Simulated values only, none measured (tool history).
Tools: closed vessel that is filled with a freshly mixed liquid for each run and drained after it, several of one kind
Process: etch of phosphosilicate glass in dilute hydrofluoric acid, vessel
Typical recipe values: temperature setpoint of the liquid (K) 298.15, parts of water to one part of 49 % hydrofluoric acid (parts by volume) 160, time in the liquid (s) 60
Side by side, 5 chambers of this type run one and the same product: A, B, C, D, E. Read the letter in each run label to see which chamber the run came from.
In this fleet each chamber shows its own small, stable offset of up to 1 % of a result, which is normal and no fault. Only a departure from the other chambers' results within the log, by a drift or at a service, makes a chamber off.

run   hour  temperature setpoint of the liquid (K)  parts of water to one part of 49 % hydrofluoric acid (parts by volume)  time in the liquid (s)  read-back film thickness of the phosphosilicate glass reference wafer, read on the same gauge (nm)  thickness taken off the phosphosilicate glass on a monitor wafer (nm)
 1A    5.3                                  298.15                                                                     160                      60                                                                                              89.985                                                                 21.664
 2D    9.8                                  298.15                                                                     160                      60                                                                                              90.026                                                                 21.888
 3C   15.7                                  298.15                                                                     160                      60                                                                                              90.006                                                                 21.809
 4B   23.3                                  298.15                                                                     160                      60                                                                                              89.992                                                                 21.331
 5E   30.1                                  298.15                                                                     160                      60                                                                                              89.994                                                                 22.084
      32.6  -- chamber B: hydrofluoric acid flow meter replaced
 6E   36.5                                  298.15                                                                     215                      60                                                                                              90.003                                                                 15.288
 7A   43.2                                  298.15                                                                     215                      60                                                                                              90.018                                                                 15.359
 8C   49.9                                  298.15                                                                     215                      60                                                                                              89.976                                                                 15.196
 9D   55.1                                  298.15                                                                     215                      60                                                                                              90.017                                                                 15.089
10B   64.2                                  298.15                                                                     215                      60                                                                                              89.985                                                                 15.269
11B   68.5                                  298.15                                                                     160                      60                                                                                              89.968                                                                 21.634
12A     78                                  298.15                                                                     160                      60                                                                                               90.02                                                                 22.097
13D   83.4                                  298.15                                                                     160                      60                                                                                              90.008                                                                 21.816
14C     93                                  303.15                                                                     160                      60                                                                                              89.969                                                                 26.247
15E  101.9                                  303.15                                                                     160                      60                                                                                              90.004                                                                 26.075
16C  110.4                                  303.15                                                                     160                      60                                                                                              90.036                                                                 25.889
17A    120                                  303.15                                                                     160                      60                                                                                               89.98                                                                 26.198
18B  124.4                                  303.15                                                                     160                      60                                                                                              89.994                                                                 26.489
19D    129                                  298.15                                                                     160                      60                                                                                              89.996                                                                 21.781
20E  138.7                                  298.15                                                                     160                      60                                                                                              90.023                                                                 22.025
21E    147                                  298.15                                                                     160                      60                                                                                              90.001                                                                 21.528
22D  151.7                                  298.15                                                                     160                      60                                                                                              90.005                                                                 21.713
23B  160.4                                  302.65                                                                     160                      50                                                                                              89.967                                                                 21.108
24C  168.2                                  302.65                                                                     160                      50                                                                                              89.968                                                                 21.509
25A  173.7                                  302.65                                                                     160                      50                                                                                              89.995                                                                 21.624
26E  182.9                                  302.65                                                                     160                      50                                                                                              90.024                                                                 21.341
27D    192                                  302.65                                                                     160                      50                                                                                              89.986                                                                 21.629
28B  198.8                                  298.15                                                                     160                      60                                                                                              89.986                                                                 21.714
29C  206.5                                  298.15                                                                     160                      60                                                                                              90.051                                                                 21.731
30A  215.2                                  298.15                                                                     160                      60                                                                                              90.014                                                                 21.914
31E  222.7                                  298.15                                                                     160                      60                                                                                               89.96                                                                 22.128
32D    230                                  294.15                                                                     160                      75                                                                                              89.993                                                                 23.422

Decide between three cases: one chamber stands off from its peers, the gauge reading all wafers drifts, or nothing is wrong past each chamber's small offset. Where a chamber is off, say which and what most likely put it there.

Beyond each chamber's small constant offset nothing stands out, and the gauge stays steady.

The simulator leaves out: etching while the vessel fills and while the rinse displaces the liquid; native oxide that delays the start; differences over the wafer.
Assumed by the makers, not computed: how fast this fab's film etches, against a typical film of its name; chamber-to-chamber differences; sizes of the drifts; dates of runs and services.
